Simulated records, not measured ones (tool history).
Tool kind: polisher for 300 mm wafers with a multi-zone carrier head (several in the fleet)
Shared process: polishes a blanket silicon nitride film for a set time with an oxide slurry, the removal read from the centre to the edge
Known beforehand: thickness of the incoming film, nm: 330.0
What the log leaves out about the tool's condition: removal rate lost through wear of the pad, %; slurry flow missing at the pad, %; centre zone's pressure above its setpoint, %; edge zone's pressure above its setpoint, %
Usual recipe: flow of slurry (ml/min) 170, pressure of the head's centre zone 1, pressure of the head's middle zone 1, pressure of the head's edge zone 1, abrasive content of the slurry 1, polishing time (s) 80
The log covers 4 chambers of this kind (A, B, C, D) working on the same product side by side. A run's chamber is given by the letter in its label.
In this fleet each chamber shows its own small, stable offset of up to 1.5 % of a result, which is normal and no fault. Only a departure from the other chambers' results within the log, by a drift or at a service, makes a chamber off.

run	hour	flow of slurry (ml/min)	pressure of the head's centre zone	pressure of the head's middle zone	pressure of the head's edge zone	abrasive content of the slurry	polishing time (s)	wafers polished on this pad	hours since the slurry nozzle was cleaned	hours since the centre zone pressure was calibrated	hours since the edge zone pressure was calibrated	film removed at the wafer's centre (angstrom)	film removed at mid-radius (angstrom)	film removed at the wafer's edge (angstrom)
1C	8.9	170	1	1	1	1	80	1508	420.9	494.5	32.7	527.84	522.96	513.8
# hour 9.7: chamber C: worn pad replaced by a new one
2B	17.3	170	1	1	1	1	80	877	611.6	228.7	35.5	503.63	510.1	510.55
3D	24.7	170	1	1	1	1	80	602	80.1	217.1	490.2	512.68	514.13	516.18
# hour 26: chamber A: centre zone pressure recalibrated
# hour 33: chamber B: worn pad replaced by a new one
4A	33.7	170	1	1	1	1	80	326	203.5	7.7	239.8	513.61	518.33	514.79
# hour 35.2: chamber A: slurry nozzle cleaned
5A	40.7	170	1	1	1	1	80	380	5.5	14.7	246.8	503.22	517.84	511.64
6C	45.5	170	1	1	1	1	80	274	457.5	531.1	69.3	517	512.56	512.65
7B	51.7	170	1	1	1	1	80	144	646	263.1	69.9	518.08	515.32	503.89
# hour 56: chamber A: worn pad replaced by a new one
8D	58.7	170	1	1	1	1	80	863	114.1	251.1	524.2	525.85	519.55	515.37
# hour 63.5: chamber B: slurry nozzle cleaned
9B	65.7	170	1	1	1	1	80	251	2.2	277.1	83.9	515.8	518.27	515.02
10D	73.2	210	1	1	0.93	1	80	974	128.6	265.6	538.7	528.57	522.9	509.29
11C	83	210	1	1	0.93	1	80	562	495	568.6	106.8	528.78	541.17	505.08
# hour 84.3: chamber D: edge zone pressure recalibrated
12A	89.9	210	1	1	0.93	1	80	260	54.7	63.9	296	525.02	526.58	508.85
13C	95	210	1	1	0.93	1	80	655	507	580.6	118.8	533.58	538.76	507.81
14B	99.8	170	1	1	1	1	80	513	36.3	311.2	118	507.41	516.03	510.97
15D	104.1	170	1	1	1	1	80	1212	159.5	296.5	19.8	500.36	499.83	500.87
16A	113.4	170	1	1	1	1	80	441	78.2	87.4	319.5	513.19	519.52	518.62
17A	119.1	170	1	1	1	1	80	484	83.9	93.1	325.2	516.68	515.17	512.34
18B	128.7	170	1	1	1	1	80	735	65.2	340.1	146.9	514.74	525.69	517.12
# hour 129: chamber A: worn pad replaced by a new one
19C	135.4	170	1	0.92	1	1.2	80	965	547.4	621	159.2	552.24	511.14	554.66
# hour 137.9: chamber B: worn pad replaced by a new one
20D	141.1	170	1	0.92	1	1.2	80	1496	196.5	333.5	56.8	536.75	494.16	526.48
21C	146.4	170	1	0.92	1	1.2	80	1049	558.4	632	170.2	561.05	518.39	561.8
22A	153.1	170	1	0.92	1	1.2	80	185	117.9	127.1	359.2	561.05	519.06	563.23
23B	158.7	170	1	1	1	1	80	160	95.2	370.1	176.9	511.27	524.9	515.16
24D	166.7	170	1	1	1	1	80	1693	222.1	359.1	82.4	492.69	488.81	487.88
# hour 171.6: chamber C: worn pad replaced by a new one
25C	172	170	1	1	1	1	80	3	584	657.6	195.8	513.79	525.97	508.05
26B	179.1	170	1	1	1	1	80	316	115.6	390.5	197.3	507.78	514.98	509.35
27D	185.2	170	1	1	1	1.2	104	1835	240.6	377.6	100.9	682.14	673.8	679.47
28A	190.8	170	1	1	1	1.2	104	475	155.6	164.8	396.9	730.39	729.4	732.39
29A	198.2	170	1	1	1	1.2	104	532	163	172.2	404.3	728.86	726.65	718.98
30B	204.1	170	1	1	1	1.2	104	508	140.6	415.5	222.3	715.4	727.39	726.23
# hour 205.2: chamber A: worn pad replaced by a new one
31C	212.1	170	1	1	1	1	80	311	624.1	697.7	235.9	510.66	514.26	510.15
32D	216.5	170	1	1	1	1	80	2075	271.9	408.9	132.2	459.1	475.42	465.57
# hour 219.2: chamber A: slurry nozzle cleaned
33B	224.7	170	1	1	1	1	80	666	161.2	436.1	242.9	505.46	519.54	516.3
34D	230.8	170	1	0.92	0.9	1	80	2185	286.2	423.2	146.5	467.17	430.27	438.01
35A	235.3	170	1	0.92	0.9	1	80	231	16.1	209.3	441.4	501.15	473.83	488.74
36C	239.7	170	1	0.92	0.9	1	80	523	651.7	725.3	263.5	512.01	480.11	479.87
37B	248.6	170	1	0.92	0.9	1	80	850	185.1	460	266.8	514.39	478.25	489.2
# hour 250.5: chamber C: slurry nozzle cleaned
38C	255	170	1	1	1	1	80	640	4.6	740.6	278.8	515.88	522.13	522.58
39A	262	170	1	1	1	1	80	436	42.8	236	468.1	519.49	516.06	524.89

Does one chamber stand apart from the rest, does the shared gauge drift, or is all well apart from small per-chamber offsets? Give the chamber and the most likely cause, where there is one.

Chamber D drifts away from the others.
Cause: removal rate lost through wear of the pad, % = 11.8.
The log may not tell that from: slurry flow missing at the pad, %.

Below are 4 candidate recipes for chamber D's next run, each the usual settings with a change, their results shown as question marks. Which of them brings D's results back in line with what the other chambers give on the usual settings?
In-line tolerance around the mean of the other chambers on the usual settings: film removed at the wafer's centre (angstrom) 22; film removed at mid-radius (angstrom) 16; film removed at the wafer's edge (angstrom) 20
40D-1	269	175	1	1.01	1	1.05	88					?	?	?
40D-2	269	165	1	0.99	1	0.95	68					?	?	?
40D-3	269	170	1	1	1	0.95	73					?	?	?
40D-4	269	175	1	1.01	1	1.05	94					?	?	?

Other chambers, usual settings, mean: film removed at the wafer's centre (angstrom) 513.44; film removed at mid-radius (angstrom) 517.31; film removed at the wafer's edge (angstrom) 514.09
run	film removed at the wafer's centre (angstrom)	film removed at mid-radius (angstrom)	film removed at the wafer's edge (angstrom)
40D-1	516.59	519.53	512.62
40D-2	376.85	372.68	375.6
40D-3	406.91	405.81	404.64
40D-4	551.81	554.96	547.57
It is 40D-1 that realigns the chamber with its peers.

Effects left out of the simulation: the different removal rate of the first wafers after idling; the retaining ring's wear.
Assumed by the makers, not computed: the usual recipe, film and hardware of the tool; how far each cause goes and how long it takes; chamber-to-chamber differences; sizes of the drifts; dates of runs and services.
